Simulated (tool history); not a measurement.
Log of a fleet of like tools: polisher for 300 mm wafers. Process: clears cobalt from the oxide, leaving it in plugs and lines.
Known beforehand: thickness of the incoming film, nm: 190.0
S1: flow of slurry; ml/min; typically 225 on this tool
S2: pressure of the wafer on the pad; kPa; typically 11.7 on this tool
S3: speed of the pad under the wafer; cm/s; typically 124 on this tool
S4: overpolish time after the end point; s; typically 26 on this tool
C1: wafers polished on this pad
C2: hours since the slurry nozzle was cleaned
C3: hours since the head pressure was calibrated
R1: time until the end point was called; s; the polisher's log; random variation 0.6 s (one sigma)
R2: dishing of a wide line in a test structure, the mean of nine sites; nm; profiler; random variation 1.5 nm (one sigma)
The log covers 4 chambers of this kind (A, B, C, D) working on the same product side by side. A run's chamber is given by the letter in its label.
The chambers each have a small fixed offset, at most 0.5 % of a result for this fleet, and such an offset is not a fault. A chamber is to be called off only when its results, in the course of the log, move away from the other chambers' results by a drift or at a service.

run  hour   S1    S2   S3  S4    C1     C2     C3      R1      R2
 1C   4.0  225  11.7  124  26  1187  420.9  180.4  36.563  64.321
 2D   8.1  225  11.7  124  26   697  185.7  188.7  35.286  64.427
 3A  11.0  225  11.7  124  26   110  875.0  920.0  34.978  66.259
     11.5  -- chamber C: worn pad replaced by a new one
 4B  14.8  225  11.7  124  26   255  597.6  357.0  37.299  66.009
 5A  17.7  225  11.7  124  26   176  881.7  926.7  35.844  63.389
 6D  20.4  225  11.7  124  26   818  198.0  201.0  36.133  64.052
 7C  23.0  225  11.7  124  26   113  439.9  199.4  36.519  61.063
 8B  26.7  150  11.7  124  37   372  609.5  368.9  37.964  68.507
 9A  29.0  150  11.7  124  37   287  893.0  938.0  37.912  69.982
10D  32.2  150  11.7  124  37   934  209.8  212.8  37.846  69.069
11C  34.3  150  11.7  124  37   224  451.2  210.7  37.918  67.579
12B  38.5  225  11.7  124  26   487  621.3  380.7  35.589  64.460
13A  41.9  225  11.7  124  26   414  905.9  950.9  35.468  61.413
14C  44.3  225  11.7  124  26   322  461.2  220.7  36.035  62.802
15D  47.0  225  11.7  124  26  1079  224.6  227.6  35.231  65.315
     50.4  -- chamber D: worn pad replaced by a new one
16B  51.5  225  11.7  124  26   615  634.3  393.7  35.406  63.781
17D  54.5  225  11.7  124  26    40  232.1  235.1  34.017  66.093
18A  58.5  225  11.7  124  26   577  922.5  967.5  34.717  65.989
     59.7  -- chamber B: slurry nozzle cleaned
19C  62.9  255  11.7  124  26   504  479.8  239.3  34.510  63.414
20B  65.2  255  11.7  124  26   750    5.5  407.4  34.578  64.702
     67.2  -- chamber B: head pressure recalibrated
21D  69.3  255  11.7  124  26   186  246.9  249.9  34.292  63.520
22B  73.8  255  11.7  124  26   834   14.1    6.6  35.292  63.305
23A  75.9  225  11.7  124  26   747  939.9  984.9  36.441  63.100
     79.3  -- chamber A: slurry nozzle cleaned
     79.7  -- chamber B: worn pad replaced by a new one
24C  79.9  225  14.5  124  38   671  496.8  256.3  29.009  73.950
     80.3  -- chamber A: worn pad replaced by a new one
25A  83.1  225  14.5  124  38    28    3.8  992.1  27.950  76.178
26B  85.2  225  14.5  124  38    54   25.5   18.0  28.027  74.633
27D  88.5  225  14.5  124  38   374  266.1  269.1  29.641  73.070

All 4 chambers run these settings next. Forecast each chamber's results:
28A  91.8  195  11.7  124  26               ?   ?
28B  91.8  195  11.7  124  26               ?   ?
28C  91.8  195  11.7  124  26               ?   ?
28D  91.8  195  11.7  124  26               ?   ?

run      R1      R2
28A  35.802  67.475
28B  36.481  64.740
28C  36.773  65.787
28D  36.163  63.943

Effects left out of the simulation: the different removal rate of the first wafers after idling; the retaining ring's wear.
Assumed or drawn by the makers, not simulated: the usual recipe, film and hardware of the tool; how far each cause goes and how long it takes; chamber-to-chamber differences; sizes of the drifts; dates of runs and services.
